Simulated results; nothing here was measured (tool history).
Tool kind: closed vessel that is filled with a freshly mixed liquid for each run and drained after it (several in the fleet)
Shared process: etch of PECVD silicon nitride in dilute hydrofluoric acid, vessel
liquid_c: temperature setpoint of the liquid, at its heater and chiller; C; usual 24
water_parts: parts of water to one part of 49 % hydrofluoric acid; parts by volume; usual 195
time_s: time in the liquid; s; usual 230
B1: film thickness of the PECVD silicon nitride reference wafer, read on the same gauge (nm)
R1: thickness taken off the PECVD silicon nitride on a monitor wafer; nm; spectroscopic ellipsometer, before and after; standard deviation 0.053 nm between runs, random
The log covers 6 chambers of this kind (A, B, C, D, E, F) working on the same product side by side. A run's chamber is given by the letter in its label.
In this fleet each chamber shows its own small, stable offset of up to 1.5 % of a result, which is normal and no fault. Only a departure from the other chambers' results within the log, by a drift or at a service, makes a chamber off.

run 1B hour=4.8 | liquid_c=24 water_parts=195 time_s=230 | B1=39.953 | R1=5.7634
run 2E hour=14.4 | liquid_c=24 water_parts=195 time_s=230 | B1=39.995 | R1=5.8292
run 3A hour=20.4 | liquid_c=24 water_parts=195 time_s=230 | B1=40.002 | R1=5.7969
run 4D hour=28.6 | liquid_c=24 water_parts=195 time_s=230 | B1=40.045 | R1=5.746
run 5F hour=37.4 | liquid_c=26 water_parts=135 time_s=230 | B1=40.002 | R1=9.273
run 6C hour=46.3 | liquid_c=26 water_parts=135 time_s=230 | B1=39.972 | R1=9.3437
run 7F hour=52.3 | liquid_c=26 water_parts=135 time_s=230 | B1=40.002 | R1=9.4413
run 8C hour=61.2 | liquid_c=26 water_parts=135 time_s=230 | B1=39.93 | R1=9.6025
run 9E hour=69.5 | liquid_c=26 water_parts=135 time_s=230 | B1=40.01 | R1=9.3673
run 10A hour=77.1 | liquid_c=26 water_parts=135 time_s=230 | B1=40.003 | R1=9.5866
run 11D hour=86.4 | liquid_c=24 water_parts=195 time_s=230 | B1=40.013 | R1=5.7641
run 12B hour=92.7 | liquid_c=24 water_parts=195 time_s=230 | B1=39.978 | R1=5.7917
run 13F hour=99 | liquid_c=24 water_parts=195 time_s=230 | B1=40.005 | R1=5.7054
run 14D hour=106.1 | liquid_c=24 water_parts=235 time_s=365 | B1=39.997 | R1=7.4991
run 15C hour=114 | liquid_c=24 water_parts=235 time_s=365 | B1=40.022 | R1=7.5561
run 16E hour=122.1 | liquid_c=24 water_parts=235 time_s=365 | B1=39.994 | R1=7.6137
run 17B hour=130.3 | liquid_c=24 water_parts=235 time_s=365 | B1=39.992 | R1=7.3997
-- hour=136.3 chamber D: thermometer replaced
run 18A hour=139.3 | liquid_c=24 water_parts=235 time_s=365 | B1=39.985 | R1=7.6086
run 19F hour=144.2 | liquid_c=24 water_parts=235 time_s=365 | B1=39.994 | R1=7.464
run 20E hour=151.4 | liquid_c=24 water_parts=270 time_s=230 | B1=40.006 | R1=4.1962
run 21D hour=157.8 | liquid_c=24 water_parts=270 time_s=230 | B1=40.006 | R1=4.2067
run 22C hour=164.9 | liquid_c=24 water_parts=270 time_s=230 | B1=39.989 | R1=4.2391
run 23B hour=173.1 | liquid_c=24 water_parts=270 time_s=230 | B1=39.979 | R1=4.0425
run 24A hour=178 | liquid_c=24 water_parts=270 time_s=230 | B1=39.965 | R1=4.2572
run 25A hour=186.7 | liquid_c=24 water_parts=270 time_s=230 | B1=40.001 | R1=4.2015
run 26D hour=190.9 | liquid_c=20.5 water_parts=195 time_s=280 | B1=40 | R1=5.6554
run 27E hour=198.5 | liquid_c=20.5 water_parts=195 time_s=280 | B1=40.018 | R1=5.6062
run 28F hour=205.3 | liquid_c=20.5 water_parts=195 time_s=280 | B1=40.026 | R1=5.5133
run 29C hour=213.5 | liquid_c=20.5 water_parts=195 time_s=280 | B1=39.969 | R1=5.5494
run 30B hour=219.1 | liquid_c=20.5 water_parts=195 time_s=280 | B1=39.995 | R1=5.2932
run 31F hour=226.2 | liquid_c=20.5 water_parts=195 time_s=280 | B1=39.992 | R1=5.6146
run 32D hour=230.9 | liquid_c=24 water_parts=195 time_s=230 | B1=40.014 | R1=5.826
run 33A hour=238.3 | liquid_c=21 water_parts=195 time_s=360 | B1=39.986 | R1=7.4657
run 34B hour=243.7 | liquid_c=21 water_parts=195 time_s=360 | B1=40.065 | R1=6.9969
run 35E hour=251.4 | liquid_c=21 water_parts=195 time_s=360 | B1=39.996 | R1=7.3163
run 36C hour=256.6 | liquid_c=21 water_parts=195 time_s=360 | B1=40.009 | R1=7.5115
-- hour=258.2 chamber F: thermometer replaced
run 37F hour=264.8 | liquid_c=21 water_parts=195 time_s=360 | B1=39.982 | R1=7.2657

Each of the 6 chambers runs these same settings next. Fill in every chamber's results:
run 38A hour=271.7 | liquid_c=24 water_parts=195 time_s=230 | R1=?
run 38B hour=271.7 | liquid_c=24 water_parts=195 time_s=230 | R1=?
run 38C hour=271.7 | liquid_c=24 water_parts=195 time_s=230 | R1=?
run 38D hour=271.7 | liquid_c=24 water_parts=195 time_s=230 | R1=?
run 38E hour=271.7 | liquid_c=24 water_parts=195 time_s=230 | R1=?
run 38F hour=271.7 | liquid_c=24 water_parts=195 time_s=230 | R1=?

run=38A R1=5.8727
run=38B R1=5.3552
run=38C R1=5.6979
run=38D R1=5.8423
run=38E R1=5.7611
run=38F R1=5.6345
